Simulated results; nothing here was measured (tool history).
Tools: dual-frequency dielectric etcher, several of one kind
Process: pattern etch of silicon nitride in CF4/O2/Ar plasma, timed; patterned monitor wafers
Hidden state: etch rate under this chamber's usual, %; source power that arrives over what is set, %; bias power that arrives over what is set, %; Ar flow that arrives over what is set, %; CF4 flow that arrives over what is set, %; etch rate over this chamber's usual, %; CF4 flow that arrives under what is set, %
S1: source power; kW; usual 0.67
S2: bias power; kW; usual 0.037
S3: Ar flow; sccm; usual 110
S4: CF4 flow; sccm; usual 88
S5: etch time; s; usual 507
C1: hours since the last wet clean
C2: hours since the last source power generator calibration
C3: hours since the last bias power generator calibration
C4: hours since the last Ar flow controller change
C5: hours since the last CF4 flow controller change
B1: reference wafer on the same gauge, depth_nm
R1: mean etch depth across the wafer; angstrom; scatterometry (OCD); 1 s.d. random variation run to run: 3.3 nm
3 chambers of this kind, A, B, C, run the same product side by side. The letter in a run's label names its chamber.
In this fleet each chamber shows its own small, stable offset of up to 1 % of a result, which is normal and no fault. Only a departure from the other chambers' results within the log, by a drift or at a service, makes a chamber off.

Run 1C, day 0.504: usual settings; C1 136.5; C2 2312.5; C3 2072.8; C4 4349.2; C5 174.1; B1 1099.8. Result: R1 10710 angstrom.
Run 2B, day 1.004: usual settings; C1 375.6; C2 1312.2; C3 2331.7; C4 2837.6; C5 648.2; B1 1099.3. Result: R1 10781 angstrom.
Run 3A, day 1.304: usual settings; C1 506.5; C2 1585.4; C3 3518.7; C4 4776; C5 3173.3; B1 1099.4. Result: R1 10849 angstrom.
Run 4A, day 1.617: usual settings; C1 514; C2 1592.9; C3 3526.2; C4 4783.5; C5 3180.8; B1 1099.8. Result: R1 10849 angstrom.
At day 2.108: chamber B: wet clean of the chamber.
Run 5B, day 2.217: usual settings; C1 2.6; C2 1341.3; C3 2360.8; C4 2866.7; C5 677.3; B1 1099.7. Result: R1 10794 angstrom.
Run 6C, day 2.812: usual settings; C1 191.9; C2 2367.9; C3 2128.2; C4 4404.6; C5 229.5; B1 1099.9. Result: R1 10722 angstrom.
Run 7C, day 3.412: usual settings; C1 206.3; C2 2382.3; C3 2142.6; C4 4419; C5 243.9; B1 1099.3. Result: R1 10706 angstrom.
Run 8B, day 3.838: usual settings; C1 41.5; C2 1380.2; C3 2399.7; C4 2905.6; C5 716.2; B1 1100.1. Result: R1 10696 angstrom.
Run 9A, day 4.492: usual settings; C1 583; C2 1661.9; C3 3595.2; C4 4852.5; C5 3249.8; B1 1099.6. Result: R1 10835 angstrom.
At day 4.767: chamber C: bias power generator calibrated.
At day 4.892: chamber C: source power generator calibrated.
At day 4.979: chamber A: wet clean of the chamber.
Run 10A, day 4.979: usual settings; C1 0; C2 1673.6; C3 3606.9; C4 4864.2; C5 3261.5; B1 1099.4. Result: R1 10863 angstrom.
Run 11C, day 5.388: usual settings; C1 253.7; C2 11.9; C3 14.9; C4 4466.4; C5 291.3; B1 1100. Result: R1 10728 angstrom.
Run 12B, day 5.779: usual settings; C1 88.1; C2 1426.8; C3 2446.3; C4 2952.2; C5 762.8; B1 1100.5. Result: R1 10802 angstrom.
Run 13B, day 6.458: usual settings; C1 104.4; C2 1443.1; C3 2462.6; C4 2968.5; C5 779.1; B1 1099.1. Result: R1 10709 angstrom.
At day 6.567: chamber B: source power generator calibrated.
Run 14C, day 7.008: usual settings but S2 0.032 kW, S3 83 sccm; C1 292.6; C2 50.8; C3 53.8; C4 4505.3; C5 330.2; B1 1099.9. Result: R1 10716 angstrom.
Run 15A, day 7.517: usual settings but S2 0.032 kW, S3 83 sccm; C1 60.9; C2 1734.5; C3 3667.8; C4 4925.1; C5 3322.4; B1 1099.8. Result: R1 10793 angstrom.
Run 16A, day 8.029: usual settings but S2 0.032 kW, S3 83 sccm; C1 73.2; C2 1746.8; C3 3680.1; C4 4937.4; C5 3334.7; B1 1100. Result: R1 10812 angstrom.
Run 17C, day 8.404: usual settings; C1 326.1; C2 84.3; C3 87.3; C4 4538.8; C5 363.7; B1 1101.5. Result: R1 10742 angstrom.
Run 18B, day 8.892: usual settings; C1 162.8; C2 55.9; C3 2521; C4 3026.9; C5 837.5; B1 1100.2. Result: R1 10765 angstrom.
Run 19A, day 9.192: usual settings; C1 101.1; C2 1774.7; C3 3708; C4 4965.3; C5 3362.6; B1 1099.9. Result: R1 10883 angstrom.
Run 20B, day 9.767: usual settings; C1 183.8; C2 76.9; C3 2542; C4 3047.9; C5 858.5; B1 1099.7. Result: R1 10769 angstrom.
Run 21C, day 10.4: usual settings; C1 374; C2 132.2; C3 135.2; C4 4586.7; C5 411.6; B1 1099.6. Result: R1 10710 angstrom.
Run 22B, day 10.904: usual settings but S1 0.74 kW; C1 211.1; C2 104.2; C3 2569.3; C4 3075.2; C5 885.8; B1 1099.1. Result: R1 11740 angstrom.
Run 23A, day 11.55: usual settings but S1 0.74 kW; C1 157.7; C2 1831.3; C3 3764.6; C4 5021.9; C5 3419.2; B1 1100.7. Result: R1 12033 angstrom.
Run 24C, day 12.112: usual settings but S1 0.74 kW; C1 415.1; C2 173.3; C3 176.3; C4 4627.8; C5 452.7; B1 1099.4. Result: R1 11724 angstrom.
Run 25A, day 12.783: usual settings; C1 187.3; C2 1860.9; C3 3794.2; C4 5051.5; C5 3448.8; B1 1100.2. Result: R1 10963 angstrom.
Run 26B, day 13.321: usual settings; C1 269.1; C2 162.2; C3 2627.3; C4 3133.2; C5 943.8; B1 1100. Result: R1 10752 angstrom.
Run 27C, day 13.738: usual settings; C1 454.1; C2 212.3; C3 215.3; C4 4666.8; C5 491.7; B1 1100.4. Result: R1 10732 angstrom.
Run 28C, day 14.188: usual settings; C1 464.9; C2 223.1; C3 226.1; C4 4677.6; C5 502.5; B1 1099.9. Result: R1 10761 angstrom.
Run 29A, day 14.854: usual settings; C1 237; C2 1910.6; C3 3843.9; C4 5101.2; C5 3498.5; B1 1099.9. Result: R1 11094 angstrom.
Run 30B, day 15.246: usual settings but S3 89 sccm; C1 315.3; C2 208.4; C3 2673.5; C4 3179.4; C5 990; B1 1100.5. Result: R1 11093 angstrom.
Run 31C, day 15.779: usual settings but S3 89 sccm; C1 503.1; C2 261.3; C3 264.3; C4 4715.8; C5 540.7; B1 1100. Result: R1 11029 angstrom.
Run 32B, day 16.108: usual settings but S3 89 sccm; C1 336; C2 229.1; C3 2694.2; C4 3200.1; C5 1010.7; B1 1099.5. Result: R1 11176 angstrom.
Run 33A, day 16.596: usual settings; C1 278.8; C2 1952.4; C3 3885.7; C4 5143; C5 3540.3; B1 1099.4. Result: R1 11059 angstrom.
At day 17.112: chamber C: wet clean of the chamber.
Run 34A, day 17.183: usual settings; C1 292.9; C2 1966.5; C3 3899.8; C4 5157.1; C5 3554.4; B1 1100.3. Result: R1 11155 angstrom.
At day 17.242: chamber B: wet clean of the chamber.
Run 35B, day 17.512: usual settings; C1 6.5; C2 262.8; C3 2727.9; C4 3233.8; C5 1044.4; B1 1099.6. Result: R1 10801 angstrom.
Run 36C, day 18.2: usual settings; C1 26.1; C2 319.4; C3 322.4; C4 4773.9; C5 598.8; B1 1100.4. Result: R1 10690 angstrom.
Run 37A, day 18.6: usual settings; C1 326.9; C2 2000.5; C3 3933.8; C4 5191.1; C5 3588.4; B1 1100.8. Result: R1 11193 angstrom.
Run 38C, day 19.15: usual settings but S2 0.041 kW; C1 48.9; C2 342.2; C3 345.2; C4 4796.7; C5 621.6; B1 1100.4. Result: R1 11116 angstrom.
Run 39B, day 19.617: usual settings but S2 0.041 kW; C1 57; C2 313.3; C3 2778.4; C4 3284.3; C5 1094.9; B1 1100.6. Result: R1 11195 angstrom.
Run 40A, day 20.167: usual settings but S2 0.041 kW; C1 364.5; C2 2038.1; C3 3971.4; C4 5228.7; C5 3626; B1 1099.6. Result: R1 11638 angstrom.
Run 41C, day 20.75: usual settings; C1 87.3; C2 380.6; C3 383.6; C4 4835.1; C5 660; B1 1100.1. Result: R1 10740 angstrom.
Run 42B, day 21.317: usual settings; C1 97.8; C2 354.1; C3 2819.2; C4 3325.1; C5 1135.7; B1 1100.2. Result: R1 10756 angstrom.
Run 43C, day 21.692: usual settings but S2 0.04 kW; C1 109.9; C2 403.2; C3 406.2; C4 4857.7; C5 682.6; B1 1100.2. Result: R1 11038 angstrom.

Each of the 3 chambers runs these same settings next. Fill in every chamber's results:
Run 44A, day 22.188: usual settings but S4 101 sccm. Result: R1 ?.
Run 44B, day 22.188: usual settings but S4 101 sccm. Result: R1 ?.
Run 44C, day 22.188: usual settings but S4 101 sccm. Result: R1 ?.

run     R1
44A  11564
44B  11044
44C  10904
